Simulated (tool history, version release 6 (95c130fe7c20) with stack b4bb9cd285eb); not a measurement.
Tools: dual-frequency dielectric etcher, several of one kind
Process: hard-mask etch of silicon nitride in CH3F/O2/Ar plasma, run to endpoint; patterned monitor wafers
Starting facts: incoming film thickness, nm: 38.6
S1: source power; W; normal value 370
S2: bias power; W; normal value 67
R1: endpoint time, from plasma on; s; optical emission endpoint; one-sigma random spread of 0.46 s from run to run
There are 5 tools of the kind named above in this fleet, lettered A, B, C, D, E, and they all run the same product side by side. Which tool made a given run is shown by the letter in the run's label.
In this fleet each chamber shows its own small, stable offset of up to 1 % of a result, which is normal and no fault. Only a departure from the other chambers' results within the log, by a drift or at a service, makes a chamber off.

run	hour	S1	S2	R1
1B	3.3	370	67	58.508
2A	6.4	370	67	58.403
3E	10.8	370	67	58.958
4C	15.5	370	67	59.17
5D	19	370	67	59.094
6E	22.1	370	67	58.872
7D	26.7	370	67	59.366
8B	29.1	370	67	58.978
9A	32.5	370	67	59.742
# hour 35.1: chamber D: source power generator calibrated
10C	37.6	370	67	59.896
11D	41.1	370	67	57.814
12A	44.7	370	60	61.408
13E	47.5	370	60	62.026
14C	52.4	370	60	61.548
15B	56.8	370	60	61.424
16C	62	370	60	61.761
17A	64.6	370	57	62.186
18B	67.3	370	57	61.79
19D	72.1	370	57	62.149
20E	77.1	370	57	63.946
21A	80.6	370	57	62.343
22B	84.3	370	67	59.67
23E	87.8	370	67	59.968
24C	92.8	370	67	59.037
25D	97.1	370	67	59.256
26E	102	370	67	60.285
27A	106.9	370	61	60.644
28C	109.3	370	61	61.754
29D	114.6	370	61	60.347
30B	119.4	370	61	61.575
31E	121.8	370	61	63.146
32B	126.1	370	67	59.941
33C	128.5	420	60	59.377
34A	131.3	420	60	57.805

One chamber off, gauge drift, or nothing amiss beyond the chambers' own small offsets? If it is a chamber, which one, and what is the likeliest cause?

Little by little, chamber E moves away from the other chambers.
Most likely cause: etch rate under this chamber's usual, % = 4.12.

Below are 4 candidate recipes for chamber E's next run, each the usual settings with a change, their results shown as question marks. Which of them brings E's results back in line with what the other chambers give on the usual settings?
A result is in line if it is within this distance of the other chambers' mean on the usual settings: R1 1.6 s
35E-1	135.1	350	63	?
35E-2	135.1	370	84	?
35E-3	135.1	370	50	?
35E-4	135.1	410	67	?

Average result of the remaining chambers running the usual settings: R1 58.892 s
run	R1
35E-1	63.593
35E-2	56.288
35E-3	67.191
35E-4	58.607
The right change is 35E-4: it brings the chamber back within the allowed miss of the others.
